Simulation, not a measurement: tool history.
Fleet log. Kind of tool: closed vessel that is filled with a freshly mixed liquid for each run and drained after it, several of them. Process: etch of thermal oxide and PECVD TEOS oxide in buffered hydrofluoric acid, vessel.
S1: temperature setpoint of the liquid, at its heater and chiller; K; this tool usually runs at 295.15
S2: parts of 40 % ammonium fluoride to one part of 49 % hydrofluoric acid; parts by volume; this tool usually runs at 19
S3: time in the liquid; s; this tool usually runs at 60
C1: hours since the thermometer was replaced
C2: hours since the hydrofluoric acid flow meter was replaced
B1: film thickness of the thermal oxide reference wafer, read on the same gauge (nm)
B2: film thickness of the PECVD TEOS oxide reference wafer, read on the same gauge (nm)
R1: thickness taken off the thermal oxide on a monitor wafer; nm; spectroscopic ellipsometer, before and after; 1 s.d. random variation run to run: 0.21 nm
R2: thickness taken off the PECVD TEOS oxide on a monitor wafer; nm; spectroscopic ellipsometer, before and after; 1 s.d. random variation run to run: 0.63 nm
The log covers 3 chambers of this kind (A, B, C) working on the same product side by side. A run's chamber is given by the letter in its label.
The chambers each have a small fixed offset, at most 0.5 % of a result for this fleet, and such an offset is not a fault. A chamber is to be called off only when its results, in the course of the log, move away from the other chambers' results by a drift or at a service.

run	hour	S1	S2	S3	C1	C2	B1	B2	R1	R2
# hour 1.1: chamber C: hydrofluoric acid flow meter replaced
1C	7.7	295.15	19	60	466.9	6.6	140.01	110	32.575	75.691
2B	19.2	295.15	19	60	191.9	1256	140	110	32.477	77.106
3A	31.2	295.15	19	60	189.2	51	140.01	110	32.989	76.229
4C	37.9	295.15	19	60	497.1	36.8	140.03	110	32.534	76.078
5A	50.5	295.15	19	60	208.5	70.3	140.01	110	32.927	77.135
6B	58.7	295.15	19	60	231.4	1295.5	139.99	110	33.047	75.84
7B	71.3	295.15	19	60	244	1308.1	139.97	110	32.914	76.984
8A	83.6	295.15	19	60	241.6	103.4	140.01	110	32.941	76.921
9C	96.1	295.15	19	60	555.3	95	139.97	109.99	32.525	76.43
10B	106	295.15	19	35	278.7	1342.8	139.99	109.98	19.359	45.706
11C	116	295.15	19	35	575.2	114.9	139.99	110.01	19.157	44.962
12A	127.1	295.15	19	35	285.1	146.9	139.99	110	18.916	44.967
13B	138.2	295.15	19	60	310.9	1375	139.99	110.01	32.785	76.62
14A	147.9	295.15	19	60	305.9	167.7	140.01	109.98	33.103	76.553
15C	154.6	295.15	19	60	613.8	153.5	139.99	109.99	32.891	76.366
16C	161.8	295.15	19	60	621	160.7	139.99	110.02	32.887	75.734
17B	174.1	295.15	19	60	346.8	1410.9	139.99	110	32.745	77.233
18A	183.4	290.15	13.5	60	341.4	203.2	140	110.02	34.849	79.525
19C	193.4	290.15	13.5	60	652.6	192.3	139.96	110.01	35.103	80.89
20A	205.1	290.15	13.5	60	363.1	224.9	139.99	109.99	34.336	80.733
21B	212.3	295.15	19	60	385	1449.1	139.99	110	32.702	77.401
22A	222.2	295.15	19	60	380.2	242	140.03	110.02	33.239	76.787
23C	232.7	295.15	19	60	691.9	231.6	139.97	110	32.578	76.95

Read the log: is a single chamber off, either drifting away or since a service, is the gauge that measures every chamber drifting, or is nothing wrong beyond small per-chamber offsets? Name any odd chamber and what most likely caused it.

No chamber is off and the gauge is stable; the differences are just each chamber's small, constant offset.

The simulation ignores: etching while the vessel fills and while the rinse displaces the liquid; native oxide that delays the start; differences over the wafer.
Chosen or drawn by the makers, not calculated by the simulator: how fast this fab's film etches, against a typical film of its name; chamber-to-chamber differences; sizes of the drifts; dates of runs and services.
